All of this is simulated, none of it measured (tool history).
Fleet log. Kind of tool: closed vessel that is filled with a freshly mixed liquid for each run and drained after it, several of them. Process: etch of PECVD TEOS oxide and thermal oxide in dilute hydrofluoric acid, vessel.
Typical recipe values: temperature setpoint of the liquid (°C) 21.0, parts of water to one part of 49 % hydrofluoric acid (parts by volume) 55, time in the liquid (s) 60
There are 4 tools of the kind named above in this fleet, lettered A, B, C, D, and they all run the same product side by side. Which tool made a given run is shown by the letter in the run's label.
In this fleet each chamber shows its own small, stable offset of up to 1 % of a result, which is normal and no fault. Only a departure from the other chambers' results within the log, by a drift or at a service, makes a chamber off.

run,hour,temperature setpoint of the liquid (°C),parts of water to one part of 49 % hydrofluoric acid (parts by volume),time in the liquid (s),hours since the thermometer was replaced,hours since the hydrofluoric acid flow meter was replaced,"read-back film thickness of the PECVD TEOS oxide reference wafer, read on the same gauge (nm)","read-back film thickness of the thermal oxide reference wafer, read on the same gauge (nm)",thickness taken off the PECVD TEOS oxide on a monitor wafer (Å),thickness taken off the thermal oxide on a monitor wafer (Å)
1C,8.7,21.0,55,60,232.8,1897.3,40.011,49.994,287.220,46.552
2D,17.7,21.0,55,60,683.0,195.3,40.015,49.952,287.270,45.941
3A,26.8,21.0,55,60,675.5,73.3,39.996,50.004,287.390,46.213
4B,34.5,21.0,55,60,1389.4,503.1,40.060,50.019,291.740,47.014
5D,40.7,21.0,55,60,706.0,218.3,40.008,50.012,289.080,46.466
6C,51.5,21.0,55,60,275.6,1940.1,40.007,50.002,291.210,46.530
7B,57.6,18.5,55,70,1412.5,526.2,40.025,49.979,304.090,48.884
8A,67.2,18.5,55,70,715.9,113.7,39.987,50.002,299.340,48.438
9D,76.6,18.5,55,70,741.9,254.2,40.004,50.012,308.430,48.545
10C,88.0,18.5,55,70,312.1,1976.6,40.036,49.986,304.970,49.037
11B,95.8,21.0,55,60,1450.7,564.4,40.020,49.984,289.520,46.229
12A,102.6,21.0,55,60,751.3,149.1,40.000,50.018,286.490,46.896
13D,115.0,21.0,55,60,780.3,292.6,40.002,50.021,290.610,45.711
14C,126.8,21.0,55,60,350.9,2015.4,39.998,49.976,286.580,46.462
15A,135.8,21.0,55,60,784.5,182.3,40.020,49.999,285.230,46.995
16B,147.9,21.0,85,30,1502.8,616.5,39.987,50.027,90.107,14.780
17A,157.9,21.0,85,30,806.6,204.4,40.014,50.015,90.208,14.721
18D,164.3,21.0,85,30,829.6,341.9,40.028,50.046,90.788,14.624
19B,175.9,21.0,85,30,1530.8,644.5,40.016,50.001,89.397,14.523
20C,185.4,21.0,55,60,409.5,2074.0,40.007,49.993,289.750,46.529
21C,193.5,21.0,55,60,417.6,2082.1,39.988,49.971,285.580,46.822
22B,206.2,17.5,55,90,1561.1,674.8,40.002,50.012,372.870,60.727
23D,215.8,17.5,55,90,881.1,393.4,39.991,49.969,375.930,60.665
24A,225.2,17.5,55,90,873.9,271.7,39.992,50.027,370.630,60.953
25A,231.5,17.5,55,90,880.2,278.0,39.953,49.978,369.000,59.952
26B,238.0,21.0,55,60,1592.9,706.6,40.003,50.004,288.910,47.501
27D,247.3,21.0,55,60,912.6,424.9,39.992,49.988,291.720,46.512
28C,258.7,21.0,55,60,482.8,2147.3,40.013,50.017,286.160,47.420

What goes on in this fleet: one chamber off, a drifting gauge, or nothing beyond the chambers' own small offsets? Name the chamber and the cause, if any.

Beyond each chamber's small constant offset nothing stands out, and the gauge stays steady.
